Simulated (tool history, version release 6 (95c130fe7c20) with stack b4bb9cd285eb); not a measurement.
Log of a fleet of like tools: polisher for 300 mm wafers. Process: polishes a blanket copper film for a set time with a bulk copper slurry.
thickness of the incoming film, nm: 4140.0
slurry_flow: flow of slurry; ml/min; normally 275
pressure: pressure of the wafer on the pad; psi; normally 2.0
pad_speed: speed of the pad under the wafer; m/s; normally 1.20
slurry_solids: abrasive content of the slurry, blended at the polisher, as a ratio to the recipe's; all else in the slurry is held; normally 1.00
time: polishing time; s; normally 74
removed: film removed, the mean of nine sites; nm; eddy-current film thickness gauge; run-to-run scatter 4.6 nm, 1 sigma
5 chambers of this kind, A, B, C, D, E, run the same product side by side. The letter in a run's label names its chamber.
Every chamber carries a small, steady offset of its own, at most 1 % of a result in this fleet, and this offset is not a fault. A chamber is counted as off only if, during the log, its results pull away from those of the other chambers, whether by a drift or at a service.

| run | hour | slurry_flow | pressure | pad_speed | slurry_solids | time | wafers polished on this pad | hours since the slurry nozzle was cleaned | hours since the head pressure was calibrated | hours since the slurry blender was calibrated | removed |
|---|---|---|---|---|---|---|---|---|---|---|---|
|  | 1.7 | chamber E: worn pad replaced by a new one |
| 1B | 14.1 | 275 | 2.0 | 1.20 | 1.00 | 74 | 1149 | 405.2 | 562.4 | 194.3 | 503.75 |
| 2D | 30.1 | 275 | 2.0 | 1.20 | 1.00 | 74 | 808 | 194.2 | 288.1 | 80.7 | 492.73 |
| 3A | 44.2 | 275 | 2.0 | 1.20 | 1.00 | 74 | 620 | 345.1 | 491.8 | 291.7 | 483.41 |
| 4E | 56.8 | 275 | 2.0 | 1.20 | 1.00 | 74 | 304 | 626.1 | 842.9 | 299.2 | 489.94 |
| 5C | 72.0 | 275 | 2.0 | 1.20 | 1.00 | 74 | 420 | 258.8 | 180.7 | 124.1 | 495.63 |
| 6B | 79.1 | 275 | 2.0 | 1.20 | 1.00 | 74 | 1508 | 470.2 | 627.4 | 259.3 | 491.39 |
|  | 84.7 | chamber B: worn pad replaced by a new one |
|  | 85.6 | chamber C: slurry blender recalibrated |
|  | 88.3 | chamber D: slurry blender recalibrated |
|  | 90.6 | chamber E: slurry nozzle cleaned |
|  | 91.6 | chamber B: slurry nozzle cleaned |
| 7A | 94.2 | 275 | 2.0 | 1.20 | 0.90 | 74 | 896 | 395.1 | 541.8 | 341.7 | 477.87 |
|  | 98.4 | chamber D: head pressure recalibrated |
|  | 101.4 | chamber D: worn pad replaced by a new one |
|  | 108.0 | chamber E: worn pad replaced by a new one |
|  | 108.3 | chamber C: worn pad replaced by a new one |
| 8C | 108.9 | 275 | 2.0 | 1.20 | 0.90 | 74 | 3 | 295.7 | 217.6 | 23.4 | 488.57 |
| 9D | 117.6 | 275 | 2.0 | 1.20 | 0.90 | 74 | 90 | 281.7 | 19.3 | 29.3 | 480.28 |
| 10E | 127.0 | 275 | 2.0 | 1.20 | 0.90 | 74 | 105 | 36.5 | 913.1 | 369.4 | 478.76 |
| 11D | 135.7 | 275 | 2.0 | 1.20 | 0.90 | 74 | 190 | 299.8 | 37.4 | 47.4 | 482.06 |
|  | 137.1 | chamber A: slurry blender recalibrated |
|  | 137.3 | chamber A: worn pad replaced by a new one |
| 12E | 146.7 | 275 | 2.0 | 1.20 | 1.00 | 74 | 214 | 56.2 | 932.8 | 389.1 | 499.58 |
| 13B | 158.8 | 275 | 2.0 | 1.20 | 1.00 | 74 | 409 | 67.2 | 707.1 | 339.0 | 497.28 |
|  | 168.8 | chamber E: head pressure recalibrated |
| 14C | 174.6 | 275 | 1.7 | 1.00 | 1.00 | 74 | 366 | 361.4 | 283.3 | 89.1 | 346.79 |
|  | 183.8 | chamber E: slurry blender recalibrated |
| 15A | 190.1 | 275 | 1.7 | 1.00 | 1.00 | 74 | 292 | 491.0 | 637.7 | 53.0 | 346.89 |
|  | 194.6 | chamber C: worn pad replaced by a new one |
| 16A | 203.7 | 275 | 1.7 | 1.00 | 1.00 | 74 | 367 | 504.6 | 651.3 | 66.6 | 352.26 |
|  | 203.9 | chamber E: worn pad replaced by a new one |
| 17D | 212.1 | 275 | 1.7 | 1.00 | 1.00 | 74 | 612 | 376.2 | 113.8 | 123.8 | 348.35 |
|  | 218.8 | chamber B: slurry blender recalibrated |
| 18B | 223.4 | 275 | 1.7 | 1.00 | 1.00 | 74 | 766 | 131.8 | 771.7 | 4.6 | 350.32 |
|  | 224.4 | chamber D: slurry blender recalibrated |
|  | 230.2 | chamber C: slurry blender recalibrated |
| 19E | 230.8 | 275 | 2.0 | 1.20 | 1.30 | 74 | 148 | 140.3 | 62.0 | 47.1 | 518.02 |
| 20C | 241.9 | 275 | 2.0 | 1.20 | 1.30 | 74 | 261 | 428.7 | 350.6 | 11.8 | 520.30 |
| 21C | 253.7 | 275 | 2.0 | 1.20 | 1.30 | 74 | 326 | 440.5 | 362.4 | 23.6 | 514.98 |
| 22E | 261.2 | 275 | 2.0 | 1.20 | 1.30 | 74 | 316 | 170.7 | 92.4 | 77.5 | 524.37 |
| 23B | 270.0 | 275 | 2.0 | 1.20 | 1.30 | 74 | 1023 | 178.4 | 818.3 | 51.2 | 526.89 |
| 24D | 284.8 | 275 | 2.0 | 1.20 | 1.00 | 74 | 1013 | 448.9 | 186.5 | 60.5 | 491.61 |
|  | 292.4 | chamber C: worn pad replaced by a new one |
| 25A | 295.0 | 275 | 2.0 | 1.20 | 1.00 | 74 | 871 | 595.9 | 742.6 | 157.9 | 487.76 |
|  | 299.9 | chamber E: worn pad replaced by a new one |
| 26B | 307.9 | 275 | 2.0 | 1.20 | 1.00 | 74 | 1233 | 216.3 | 856.2 | 89.1 | 501.44 |
| 27C | 316.5 | 275 | 2.0 | 1.20 | 1.00 | 74 | 133 | 503.3 | 425.2 | 86.4 | 496.66 |
| 28D | 332.8 | 275 | 2.0 | 1.20 | 0.75 | 74 | 1278 | 496.9 | 234.5 | 108.5 | 456.48 |
| 29E | 344.1 | 275 | 2.0 | 1.20 | 0.75 | 74 | 244 | 253.6 | 175.3 | 160.4 | 464.16 |
|  | 344.5 | chamber A: worn pad replaced by a new one |
|  | 349.6 | chamber D: worn pad replaced by a new one |
| 30A | 354.7 | 275 | 2.0 | 1.20 | 0.75 | 74 | 56 | 655.6 | 802.3 | 217.6 | 458.11 |
| 31A | 363.3 | 275 | 2.0 | 1.20 | 0.75 | 74 | 103 | 664.2 | 810.9 | 226.2 | 460.86 |
|  | 366.4 | chamber B: worn pad replaced by a new one |
|  | 366.5 | chamber D: slurry blender recalibrated |
|  | 368.4 | chamber A: slurry nozzle cleaned |
|  | 373.9 | chamber C: slurry blender recalibrated |
| 32D | 376.7 | 275 | 2.0 | 1.20 | 0.75 | 74 | 150 | 540.8 | 278.4 | 10.2 | 462.45 |
|  | 377.9 | chamber C: worn pad replaced by a new one |
| 33B | 387.2 | 275 | 2.0 | 1.20 | 1.00 | 74 | 115 | 295.6 | 935.5 | 168.4 | 504.00 |
| 34E | 397.5 | 275 | 2.0 | 1.20 | 1.00 | 74 | 539 | 307.0 | 228.7 | 213.8 | 483.98 |
| 35C | 407.7 | 275 | 2.0 | 1.20 | 1.00 | 74 | 165 | 594.5 | 516.4 | 33.8 | 489.89 |
| 36D | 421.1 | 275 | 2.0 | 1.34 | 1.00 | 74 | 395 | 585.2 | 322.8 | 54.6 | 556.01 |
| 37A | 433.0 | 275 | 2.0 | 1.34 | 1.00 | 74 | 489 | 64.6 | 880.6 | 295.9 | 544.40 |
| 38B | 442.5 | 275 | 2.0 | 1.34 | 1.00 | 74 | 420 | 350.9 | 990.8 | 223.7 | 549.76 |

Read the log: is a single chamber off, either drifting away or since a service, is the gauge that measures every chamber drifting, or is nothing wrong beyond small per-chamber offsets? Name any odd chamber and what most likely caused it.

No chamber is off and the gauge is stable; the differences are just each chamber's small, constant offset.
